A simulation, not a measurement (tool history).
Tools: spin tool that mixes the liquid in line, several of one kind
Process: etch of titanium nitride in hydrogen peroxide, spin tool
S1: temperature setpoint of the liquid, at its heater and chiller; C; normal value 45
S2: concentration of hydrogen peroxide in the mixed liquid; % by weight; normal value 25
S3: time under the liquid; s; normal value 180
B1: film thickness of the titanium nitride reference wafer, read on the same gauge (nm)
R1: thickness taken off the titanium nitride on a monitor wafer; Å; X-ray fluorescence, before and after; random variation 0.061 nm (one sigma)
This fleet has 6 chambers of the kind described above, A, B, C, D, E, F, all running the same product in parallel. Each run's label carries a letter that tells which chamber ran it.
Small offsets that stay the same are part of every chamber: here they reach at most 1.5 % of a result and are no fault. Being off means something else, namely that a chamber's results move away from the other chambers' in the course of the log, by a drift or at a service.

run,hour,S1,S2,S3,B1,R1
1E,7.9,45,25,180,69.988,96.874
2A,19.4,45,25,180,70.018,96.712
3B,28.7,45,25,180,69.985,97.357
4D,38.7,45,25,180,69.945,97.291
5F,44.4,45,25,180,70.063,97.831
6C,55.4,45,25,180,70.016,96.920
7E,62.6,45,25,180,69.984,96.842
8F,70.1,45,25,80,70.007,43.427
9B,82.1,45,25,80,69.955,43.798
10A,89.8,45,25,80,69.977,43.008
# hour 91.1: chamber F: new drum of peroxide connected
11D,97.7,45,25,80,69.995,43.216
12C,105.4,45,25,80,69.974,42.716
13B,115.5,45,25,80,69.985,43.381
14D,121.4,45,25,180,70.005,97.320
15F,126.9,45,25,180,70.003,96.897
16E,137.5,45,25,180,69.997,98.266
17C,148.6,45,25,180,69.979,96.398
18A,157.1,45,25,180,70.012,96.987
# hour 165.0: chamber D: new drum of peroxide connected
19A,165.7,45,25,180,69.957,97.454
20D,177.7,45,25,180,70.014,94.125
21F,188.7,45,25,180,69.960,97.840
22E,197.9,45,25,180,70.032,98.453
23B,205.7,45,25,180,69.950,96.206
24C,215.8,45,25,180,69.982,95.119
25A,224.9,45,25,180,69.966,97.412
26D,237.0,45,25,180,70.014,92.929
# hour 240.8: chamber B: new drum of peroxide connected
27B,242.7,45,25,180,69.999,98.165
# hour 248.2: chamber C: peroxide flow meter replaced
28E,254.9,45,25,180,70.030,97.286
# hour 259.7: chamber A: peroxide flow meter replaced
29F,260.6,45,25,180,69.974,96.899
30C,268.8,45,25,180,70.051,96.019
31A,276.4,45,25,180,70.039,97.940
32C,281.9,45,25,180,70.036,96.019
33B,293.8,45,25,180,70.009,98.453
34F,300.3,45,25,180,70.015,97.536
35D,309.2,45,25,180,70.000,91.113
36E,314.6,45,25,180,70.018,97.051
37E,322.6,45,25,180,70.004,97.044
38F,328.5,45,25,180,69.970,97.886

Next, all 6 chambers run the settings below, one line each with question marks for the results. What does each chamber give?
39A,337.3,45,25,180,,?
39B,337.3,45,25,180,,?
39C,337.3,45,25,180,,?
39D,337.3,45,25,180,,?
39E,337.3,45,25,180,,?
39F,337.3,45,25,180,,?

run,R1
39A,96.533
39B,97.919
39C,96.405
39D,90.845
39E,96.643
39F,96.596
